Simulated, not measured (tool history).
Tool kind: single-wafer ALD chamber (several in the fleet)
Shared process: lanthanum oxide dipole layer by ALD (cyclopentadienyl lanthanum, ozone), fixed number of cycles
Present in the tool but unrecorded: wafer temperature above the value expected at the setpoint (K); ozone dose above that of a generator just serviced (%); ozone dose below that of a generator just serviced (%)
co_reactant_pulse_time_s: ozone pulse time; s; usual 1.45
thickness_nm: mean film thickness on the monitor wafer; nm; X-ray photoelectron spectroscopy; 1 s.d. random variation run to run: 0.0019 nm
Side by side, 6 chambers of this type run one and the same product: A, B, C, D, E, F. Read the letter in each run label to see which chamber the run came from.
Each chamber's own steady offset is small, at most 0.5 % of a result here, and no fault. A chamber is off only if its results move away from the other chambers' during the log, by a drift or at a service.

run   hour  co_reactant_pulse_time_s  hours since the last thermocouple change  hours since the last ozone generator service  read-back reference wafer on the same gauge, thickness_nm  thickness_nm
 1C    9.4                      1.45                                    2277.4                                         184.4                                                    0.56917       0.54646
      10.1  -- chamber C: thermocouple changed; heater temperature recalibrated
 2F   20.4                      1.45                                    2306.7                                         102.9                                                    0.56916       0.54624
 3D   32.9                      1.45                                     669.3                                        1005.9                                                    0.56928       0.54647
 4B   39.8                      1.45                                     581.4                                         310.6                                                    0.56878       0.55044
 5E   55.5                      1.45                                     394.9                                         877.1                                                    0.56885       0.54434
      62.3  -- chamber A: ozone generator serviced
 6A     69                      1.84                                    2009.7                                           6.8                                                    0.56904       0.56486
 7B   78.9                      1.84                                     620.5                                         349.7                                                    0.56875       0.56568
 8A   94.7                      1.84                                    2035.4                                          32.5                                                    0.56937       0.56428
 9F  108.7                      1.84                                      2395                                         191.2                                                    0.56921       0.56034
10E  116.4                      1.84                                     455.8                                           938                                                    0.56876        0.5636
11C  124.7                      1.84                                     114.6                                         299.7                                                    0.56891        0.5661
12D  135.5                      1.45                                     771.9                                        1108.5                                                      0.569       0.54025
13F  143.4                      1.45                                    2429.7                                         225.9                                                    0.56888       0.54565
14D  154.5                      1.45                                     790.9                                        1127.5                                                    0.56908        0.5424
15C  164.9                      1.45                                     154.8                                         339.9                                                    0.56851       0.54571
16A  174.6                      1.45                                    2115.3                                         112.4                                                    0.56927       0.54615
     176.8  -- chamber F: thermocouple changed; heater temperature recalibrated
17B  182.4                      1.64                                       724                                         453.2                                                    0.56907       0.55393
18E  192.1                      1.64                                     531.5                                        1013.7                                                    0.56936        0.5568
19A  207.7                      1.64                                    2148.4                                         145.5                                                    0.56889        0.5536
20F  215.4                      1.64                                      38.6                                         297.9                                                    0.56928       0.55509
21E  225.8                      1.64                                     565.2                                        1047.4                                                     0.5689       0.55721
22C  239.3                      1.64                                     229.2                                         414.3                                                    0.56912       0.56042
23D  251.9                      1.45                                     888.3                                        1224.9                                                    0.56871       0.54221
24B  263.9                      1.45                                     805.5                                         534.7                                                    0.56888       0.54028
25C  278.9                      1.45                                     268.8                                         453.9                                                    0.56914       0.54483
26F  286.7                      1.45                                     109.9                                         369.2                                                     0.5689       0.54525
27E  294.9                      1.45                                     634.3                                        1116.5                                                    0.56904        0.5482
28A  306.7                      1.45                                    2247.4                                         244.5                                                    0.56904        0.5476
29D  317.8                      1.45                                     954.2                                        1290.8                                                    0.56903       0.54426
30B  328.7                      1.45                                     870.3                                         599.5                                                    0.56944       0.53543
31D    341                      1.45                                     977.4                                          1314                                                    0.56898         0.544
32B    349                      1.45                                     890.6                                         619.8                                                    0.56894       0.53649
33E  362.5                      1.45                                     701.9                                        1184.1                                                    0.56946       0.54498
34C  374.9                      1.45                                     364.8                                         549.9                                                    0.56943       0.54575
35A  385.3                      1.45                                      2326                                         323.1                                                    0.56848       0.54192
36F  398.7                      1.89                                     221.9                                         481.2                                                    0.56884       0.56281
37C  407.5                      1.89                                     397.4                                         582.5                                                    0.56883       0.56542
38A  415.4                      1.89                                    2356.1                                         353.2                                                    0.56937        0.5614
39E  430.7                      1.89                                     770.1                                        1252.3                                                    0.56922       0.56771

The same settings go to every chamber for the next run, one line per chamber below. Forecast the results for each:
40A  442.2                      1.14                                                                                                                                                                ?
40B  442.2                      1.14                                                                                                                                                                ?
40C  442.2                      1.14                                                                                                                                                                ?
40D  442.2                      1.14                                                                                                                                                                ?
40E  442.2                      1.14                                                                                                                                                                ?
40F  442.2                      1.14                                                                                                                                                                ?

run  thickness_nm
40A       0.51755
40B       0.49537
40C       0.51608
40D       0.51826
40E       0.52132
40F       0.51414

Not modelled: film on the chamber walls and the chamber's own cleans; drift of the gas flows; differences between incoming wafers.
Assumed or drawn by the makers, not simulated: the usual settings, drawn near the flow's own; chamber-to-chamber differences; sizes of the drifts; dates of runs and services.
